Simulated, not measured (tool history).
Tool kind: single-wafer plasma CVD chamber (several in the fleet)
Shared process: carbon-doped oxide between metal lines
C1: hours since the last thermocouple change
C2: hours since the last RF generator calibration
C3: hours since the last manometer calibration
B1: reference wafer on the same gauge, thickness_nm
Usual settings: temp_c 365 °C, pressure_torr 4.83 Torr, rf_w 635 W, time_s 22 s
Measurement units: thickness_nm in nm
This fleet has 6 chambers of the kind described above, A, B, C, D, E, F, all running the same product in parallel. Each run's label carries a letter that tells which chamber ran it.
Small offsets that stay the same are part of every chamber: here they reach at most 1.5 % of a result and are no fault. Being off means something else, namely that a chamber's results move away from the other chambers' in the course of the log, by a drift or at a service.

Run 1A, hour 6.1: usual settings; C1 140.8; C2 155.7; C3 874; B1 102. Result: thickness_nm 126.74 nm.
Run 2B, hour 19.5: usual settings; C1 75; C2 174.8; C3 896; B1 101.94. Result: thickness_nm 125.48 nm.
Run 3C, hour 27.5: usual settings; C1 1465.4; C2 527.1; C3 849.6; B1 102.12. Result: thickness_nm 123.84 nm.
Run 4E, hour 33.9: usual settings; C1 857.7; C2 213.1; C3 1280.8; B1 101.99. Result: thickness_nm 125.08 nm.
Run 5D, hour 45.1: usual settings; C1 1554.5; C2 1466.1; C3 146.8; B1 101.97. Result: thickness_nm 124.91 nm.
Run 6F, hour 51.3: usual settings; C1 936.4; C2 435.1; C3 912.7; B1 102.04. Result: thickness_nm 125.37 nm.
Run 7B, hour 58.1: usual settings; C1 113.6; C2 213.4; C3 934.6; B1 101.98. Result: thickness_nm 125.68 nm.
Run 8F, hour 65: usual settings; C1 950.1; C2 448.8; C3 926.4; B1 102.08. Result: thickness_nm 125.2 nm.
Run 9D, hour 75: usual settings but pressure_torr 3.66 Torr, time_s 25.8 s; C1 1584.4; C2 1496; C3 176.7; B1 101.99. Result: thickness_nm 141.07 nm.
Run 10E, hour 81.1: usual settings but pressure_torr 3.66 Torr, time_s 25.8 s; C1 904.9; C2 260.3; C3 1328; B1 102.03. Result: thickness_nm 140.31 nm.
At hour 87.3: chamber D: RF generator calibrated.
At hour 87.7: chamber E: capacitance manometer re-zeroed and calibrated.
Run 11A, hour 89.4: usual settings but pressure_torr 3.66 Torr, time_s 25.8 s; C1 224.1; C2 239; C3 957.3; B1 101.97. Result: thickness_nm 142.03 nm.
At hour 90.7: chamber A: capacitance manometer re-zeroed and calibrated.
Run 12C, hour 96.8: usual settings but pressure_torr 3.66 Torr, time_s 25.8 s; C1 1534.7; C2 596.4; C3 918.9; B1 102.04. Result: thickness_nm 141.11 nm.
Run 13E, hour 105.8: usual settings but pressure_torr 3.66 Torr, time_s 25.8 s; C1 929.6; C2 285; C3 18.1; B1 102.01. Result: thickness_nm 141.02 nm.
Run 14A, hour 113.1: usual settings but pressure_torr 3.66 Torr, time_s 25.8 s; C1 247.8; C2 262.7; C3 22.5; B1 101.99. Result: thickness_nm 142.23 nm.
Run 15F, hour 122: usual settings; C1 1007.1; C2 505.8; C3 983.4; B1 102.12. Result: thickness_nm 124.75 nm.
Run 16C, hour 129.8: usual settings; C1 1567.7; C2 629.4; C3 951.9; B1 101.99. Result: thickness_nm 124.79 nm.
Run 17B, hour 139: usual settings; C1 194.5; C2 294.3; C3 1015.5; B1 102.03. Result: thickness_nm 126.01 nm.
Run 18D, hour 151.9: usual settings; C1 1661.3; C2 64.6; C3 253.6; B1 101.98. Result: thickness_nm 124.72 nm.
Run 19C, hour 160.7: usual settings; C1 1598.6; C2 660.3; C3 982.8; B1 102.05. Result: thickness_nm 123.95 nm.
Run 20F, hour 168.5: usual settings; C1 1053.6; C2 552.3; C3 1029.9; B1 102.03. Result: thickness_nm 124.68 nm.
At hour 174.7: chamber C: capacitance manometer re-zeroed and calibrated.
Run 21B, hour 178.4: usual settings; C1 233.9; C2 333.7; C3 1054.9; B1 101.99. Result: thickness_nm 125.62 nm.
Run 22E, hour 189.8: usual settings; C1 1013.6; C2 369; C3 102.1; B1 102.07. Result: thickness_nm 125.17 nm.
At hour 196: chamber E: thermocouple changed; heater temperature recalibrated.
Run 23D, hour 201.6: usual settings but temp_c 375 °C, rf_w 720 W; C1 1711; C2 114.3; C3 303.3; B1 101.98. Result: thickness_nm 131.84 nm.
Run 24A, hour 211.7: usual settings but temp_c 375 °C, rf_w 720 W; C1 346.4; C2 361.3; C3 121.1; B1 101.98. Result: thickness_nm 133.64 nm.
Run 25A, hour 218.9: usual settings but temp_c 375 °C, rf_w 720 W; C1 353.6; C2 368.5; C3 128.3; B1 102.03. Result: thickness_nm 133.61 nm.
Run 26D, hour 224.9: usual settings but temp_c 375 °C, rf_w 720 W; C1 1734.3; C2 137.6; C3 326.6; B1 102.1. Result: thickness_nm 131.94 nm.
Run 27E, hour 231.4: usual settings but temp_c 375 °C, rf_w 720 W; C1 35.5; C2 410.6; C3 143.7; B1 101.96. Result: thickness_nm 130.54 nm.
Run 28F, hour 241.7: usual settings but temp_c 375 °C, rf_w 720 W; C1 1126.8; C2 625.5; C3 1103.1; B1 102.01. Result: thickness_nm 131.73 nm.
Run 29B, hour 255.3: usual settings; C1 310.8; C2 410.6; C3 1131.8; B1 102.03. Result: thickness_nm 125.9 nm.
Run 30C, hour 266.8: usual settings; C1 1704.7; C2 766.4; C3 92.1; B1 101.98. Result: thickness_nm 123.09 nm.
Run 31C, hour 276: usual settings but pressure_torr 3.98 Torr; C1 1713.9; C2 775.6; C3 101.3; B1 102.03. Result: thickness_nm 119.28 nm.
Run 32D, hour 284.8: usual settings but pressure_torr 3.98 Torr; C1 1794.2; C2 197.5; C3 386.5; B1 101.99. Result: thickness_nm 121.96 nm.
Run 33B, hour 293.5: usual settings but pressure_torr 3.98 Torr; C1 349; C2 448.8; C3 1170; B1 101.97. Result: thickness_nm 122.4 nm.
Run 34A, hour 303.1: usual settings but pressure_torr 3.98 Torr; C1 437.8; C2 452.7; C3 212.5; B1 101.96. Result: thickness_nm 123.62 nm.
Run 35F, hour 310.4: usual settings but pressure_torr 3.98 Torr; C1 1195.5; C2 694.2; C3 1171.8; B1 102.01. Result: thickness_nm 121.69 nm.
Run 36E, hour 317.4: usual settings but pressure_torr 3.98 Torr; C1 121.5; C2 496.6; C3 229.7; B1 102.05. Result: thickness_nm 121.75 nm.
Run 37B, hour 327.3: usual settings; C1 382.8; C2 482.6; C3 1203.8; B1 101.96. Result: thickness_nm 125.74 nm.
Run 38A, hour 338.1: usual settings; C1 472.8; C2 487.7; C3 247.5; B1 101.9. Result: thickness_nm 127.34 nm.
Run 39F, hour 344.7: usual settings but pressure_torr 5.19 Torr, time_s 24.3 s; C1 1229.8; C2 728.5; C3 1206.1; B1 102.01. Result: thickness_nm 139.72 nm.

Which is it: a chamber that has drifted or been left off by a service, a gauge drift common to all chambers, or only each chamber's usual small offset? If a chamber is off, name it and its likeliest cause.

One chamber, C, drifts off from the rest bit by bit.
Likeliest cause: delivered RF power below the setpoint (%) = 3.58.

Here are 4 candidates for chamber C's next run, each the usual settings with a change, their results left as question marks. Which one brings its results back in line with what the others give on the usual settings?
In line means no further than this from the other chambers' mean on the usual settings: thickness_nm 1.3 nm
Run 40C-1, hour 354.6: usual settings but rf_w 625 W, time_s 21.6 s. Result: thickness_nm ?.
Run 40C-2, hour 354.6: usual settings but pressure_torr 4.82 Torr, rf_w 630 W, time_s 21.9 s. Result: thickness_nm ?.
Run 40C-3, hour 354.6: usual settings but pressure_torr 4.85 Torr, rf_w 645 W. Result: thickness_nm ?.
Run 40C-4, hour 354.6: usual settings but pressure_torr 4.85 Torr, rf_w 645 W, time_s 22.4 s. Result: thickness_nm ?.

Other chambers, usual settings, mean: thickness_nm 125.56 nm
  run  thickness_nm
40C-1         118.6
40C-2        120.78
40C-3        123.21
40C-4        125.41
With 40C-4, the chamber falls back in line with the rest.
